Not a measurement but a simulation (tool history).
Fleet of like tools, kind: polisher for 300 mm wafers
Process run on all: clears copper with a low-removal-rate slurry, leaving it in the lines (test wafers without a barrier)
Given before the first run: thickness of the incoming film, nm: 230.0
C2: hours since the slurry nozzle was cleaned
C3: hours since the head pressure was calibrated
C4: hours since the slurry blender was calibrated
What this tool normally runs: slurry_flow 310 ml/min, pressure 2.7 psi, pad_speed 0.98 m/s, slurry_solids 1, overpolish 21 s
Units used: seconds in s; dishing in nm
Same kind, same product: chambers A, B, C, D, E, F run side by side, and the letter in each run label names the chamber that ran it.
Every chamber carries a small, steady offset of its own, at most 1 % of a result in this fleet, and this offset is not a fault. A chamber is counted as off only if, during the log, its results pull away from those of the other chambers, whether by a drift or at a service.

Run 1A, hour 5.5: usual settings; wafers polished on this pad 658; C2 106.8; C3 172.4; C4 191. Result: seconds 80.178 s, dishing 41.046 nm.
At hour 11.2: chamber F: worn pad replaced by a new one.
Run 2F, hour 12.5: usual settings; wafers polished on this pad 8; C2 261.9; C3 789.1; C4 116.9. Result: seconds 81.771 s, dishing 41.302 nm.
At hour 16.3: chamber D: worn pad replaced by a new one.
Run 3E, hour 16.5: usual settings; wafers polished on this pad 1245; C2 768.3; C3 193.8; C4 62.6. Result: seconds 82.83 s, dishing 41.812 nm.
At hour 17.7: chamber E: worn pad replaced by a new one.
At hour 19.2: chamber A: worn pad replaced by a new one.
Run 4B, hour 20.4: usual settings; wafers polished on this pad 708; C2 496; C3 204.2; C4 237.6. Result: seconds 80.504 s, dishing 42.506 nm.
Run 5D, hour 27.1: usual settings; wafers polished on this pad 68; C2 397.3; C3 476.4; C4 111.2. Result: seconds 80.872 s, dishing 41.209 nm.
At hour 30.9: chamber B: slurry blender recalibrated.
Run 6C, hour 32.5: usual settings; wafers polished on this pad 328; C2 276.7; C3 493.3; C4 157. Result: seconds 80.556 s, dishing 41.208 nm.
At hour 34.5: chamber B: worn pad replaced by a new one.
Run 7F, hour 36.9: usual settings; wafers polished on this pad 163; C2 286.3; C3 813.5; C4 141.3. Result: seconds 80.806 s, dishing 41.3 nm.
Run 8E, hour 44.6: usual settings; wafers polished on this pad 170; C2 796.4; C3 221.9; C4 90.7. Result: seconds 80.365 s, dishing 42.043 nm.
At hour 48.6: chamber B: slurry nozzle cleaned.
Run 9A, hour 50.7: usual settings; wafers polished on this pad 200; C2 152; C3 217.6; C4 236.2. Result: seconds 81.263 s, dishing 41.04 nm.
At hour 51.5: chamber C: worn pad replaced by a new one.
Run 10D, hour 56.6: usual settings; wafers polished on this pad 255; C2 426.8; C3 505.9; C4 140.7. Result: seconds 79.518 s, dishing 41.587 nm.
Run 11C, hour 61.6: usual settings; wafers polished on this pad 64; C2 305.8; C3 522.4; C4 186.1. Result: seconds 81.637 s, dishing 41.636 nm.
At hour 64.3: chamber F: slurry blender recalibrated.
At hour 65.1: chamber C: slurry nozzle cleaned.
Run 12B, hour 67.7: usual settings; wafers polished on this pad 210; C2 19.2; C3 251.5; C4 36.8. Result: seconds 80.788 s, dishing 42.348 nm.
At hour 69.6: chamber E: slurry nozzle cleaned.
Run 13C, hour 74.3: usual settings; wafers polished on this pad 144; C2 9.2; C3 535.1; C4 198.8. Result: seconds 81.863 s, dishing 41.425 nm.
Run 14E, hour 78.3: usual settings; wafers polished on this pad 384; C2 8.8; C3 255.6; C4 124.4. Result: seconds 79.778 s, dishing 41.464 nm.
Run 15F, hour 84.6: usual settings; wafers polished on this pad 465; C2 334; C3 861.2; C4 20.3. Result: seconds 81.563 s, dishing 40.837 nm.
Run 16A, hour 88.9: usual settings; wafers polished on this pad 442; C2 190.2; C3 255.8; C4 274.4. Result: seconds 80.741 s, dishing 41.05 nm.
At hour 91.2: chamber C: slurry blender recalibrated.
Run 17B, hour 95.2: usual settings; wafers polished on this pad 385; C2 46.7; C3 279; C4 64.3. Result: seconds 80.749 s, dishing 42.187 nm.
Run 18D, hour 100.3: usual settings; wafers polished on this pad 532; C2 470.5; C3 549.6; C4 184.4. Result: seconds 79.224 s, dishing 42.715 nm.
At hour 101.2: chamber E: slurry blender recalibrated.
Run 19A, hour 107.1: usual settings; wafers polished on this pad 557; C2 208.4; C3 274; C4 292.6. Result: seconds 81.227 s, dishing 41.291 nm.
Run 20F, hour 114: usual settings but slurry_flow 250 ml/min, pressure 1.8 psi; wafers polished on this pad 651; C2 363.4; C3 890.6; C4 49.7. Result: seconds 123.51 s, dishing 26.87 nm.
Run 21E, hour 120.4: usual settings but slurry_flow 250 ml/min, pressure 1.8 psi; wafers polished on this pad 650; C2 50.9; C3 297.7; C4 19.2. Result: seconds 125.22 s, dishing 28.114 nm.
Run 22D, hour 127.6: usual settings but slurry_flow 250 ml/min, pressure 1.8 psi; wafers polished on this pad 705; C2 497.8; C3 576.9; C4 211.7. Result: seconds 118.7 s, dishing 28.717 nm.
At hour 128.5: chamber C: worn pad replaced by a new one.
Run 23B, hour 131.3: usual settings but slurry_flow 250 ml/min, pressure 1.8 psi; wafers polished on this pad 613; C2 82.8; C3 315.1; C4 100.4. Result: seconds 122.65 s, dishing 28.181 nm.
At hour 132.9: chamber A: worn pad replaced by a new one.
Run 24C, hour 138.8: usual settings but slurry_flow 250 ml/min, pressure 1.8 psi; wafers polished on this pad 65; C2 73.7; C3 599.6; C4 47.6. Result: seconds 125.73 s, dishing 27.886 nm.
Run 25A, hour 145.5: usual settings but slurry_flow 250 ml/min, pressure 1.8 psi; wafers polished on this pad 80; C2 246.8; C3 312.4; C4 331. Result: seconds 122.93 s, dishing 27.347 nm.
Run 26D, hour 150.4: usual settings; wafers polished on this pad 849; C2 520.6; C3 599.7; C4 234.5. Result: seconds 77.852 s, dishing 44.146 nm.
At hour 157: chamber B: worn pad replaced by a new one.
Run 27F, hour 158: usual settings; wafers polished on this pad 930; C2 407.4; C3 934.6; C4 93.7. Result: seconds 81.232 s, dishing 41.473 nm.
At hour 163.3: chamber F: slurry nozzle cleaned.
Run 28C, hour 165.6: usual settings; wafers polished on this pad 235; C2 100.5; C3 626.4; C4 74.4. Result: seconds 80.833 s, dishing 41.734 nm.
At hour 170.1: chamber A: slurry nozzle cleaned.
Run 29B, hour 171.5: usual settings; wafers polished on this pad 92; C2 123; C3 355.3; C4 140.6. Result: seconds 81.314 s, dishing 42.113 nm.
At hour 173.8: chamber D: worn pad replaced by a new one.
Run 30E, hour 174.9: usual settings; wafers polished on this pad 996; C2 105.4; C3 352.2; C4 73.7. Result: seconds 80.378 s, dishing 41.354 nm.
Run 31F, hour 179.8: usual settings but pressure 3 psi, slurry_solids 0.9; wafers polished on this pad 1068; C2 16.6; C3 956.4; C4 115.5. Result: seconds 75.701 s, dishing 45.107 nm.
Run 32A, hour 184: usual settings but pressure 3 psi, slurry_solids 0.9; wafers polished on this pad 324; C2 13.9; C3 350.9; C4 369.5. Result: seconds 74.956 s, dishing 44.132 nm.
Run 33E, hour 188.3: usual settings but pressure 3 psi, slurry_solids 0.9; wafers polished on this pad 1081; C2 118.8; C3 365.6; C4 87.1. Result: seconds 75.899 s, dishing 44.174 nm.
At hour 191.5: chamber C: head pressure recalibrated.
Run 34B, hour 196: usual settings but pressure 3 psi, slurry_solids 0.9; wafers polished on this pad 247; C2 147.5; C3 379.8; C4 165.1. Result: seconds 75.358 s, dishing 44.949 nm.
At hour 199.3: chamber E: worn pad replaced by a new one.
At hour 202.7: chamber D: slurry blender recalibrated.
Run 35C, hour 202.8: usual settings but pressure 3 psi, slurry_solids 0.9; wafers polished on this pad 471; C2 137.7; C3 11.4; C4 111.6. Result: seconds 75.831 s, dishing 46.008 nm.
Run 36D, hour 206.5: usual settings but pressure 3 psi, slurry_solids 0.9; wafers polished on this pad 207; C2 576.7; C3 655.8; C4 3.8. Result: seconds 68.972 s, dishing 48.592 nm.
Run 37F, hour 212.6: usual settings; wafers polished on this pad 1276; C2 49.4; C3 989.2; C4 148.3. Result: seconds 81.336 s, dishing 41.824 nm.
At hour 215.7: chamber A: slurry blender recalibrated.
Run 38D, hour 218.9: usual settings; wafers polished on this pad 286; C2 589.1; C3 668.2; C4 16.2. Result: seconds 74.491 s, dishing 44.749 nm.
Run 39A, hour 224.3: usual settings; wafers polished on this pad 579; C2 54.2; C3 391.2; C4 8.6. Result: seconds 80.421 s, dishing 41.1 nm.
Run 40E, hour 230.2: usual settings; wafers polished on this pad 195; C2 160.7; C3 407.5; C4 129. Result: seconds 80.332 s, dishing 41.92 nm.
Run 41B, hour 237.3: usual settings; wafers polished on this pad 509; C2 188.8; C3 421.1; C4 206.4. Result: seconds 81.144 s, dishing 42.081 nm.

All 6 chambers run these settings next. Forecast each chamber's results:
Run 42A, hour 242.9: usual settings. Result: seconds ?, dishing ?.
Run 42B, hour 242.9: usual settings. Result: seconds ?, dishing ?.
Run 42C, hour 242.9: usual settings. Result: seconds ?, dishing ?.
Run 42D, hour 242.9: usual settings. Result: seconds ?, dishing ?.
Run 42E, hour 242.9: usual settings. Result: seconds ?, dishing ?.
Run 42F, hour 242.9: usual settings. Result: seconds ?, dishing ?.

run  seconds  dishing
42A   80.232   41.433
42B   79.263   40.849
42C   83.002   41.541
42D   74.479   45.211
42E   80.884   40.857
42F   82.402   41.811
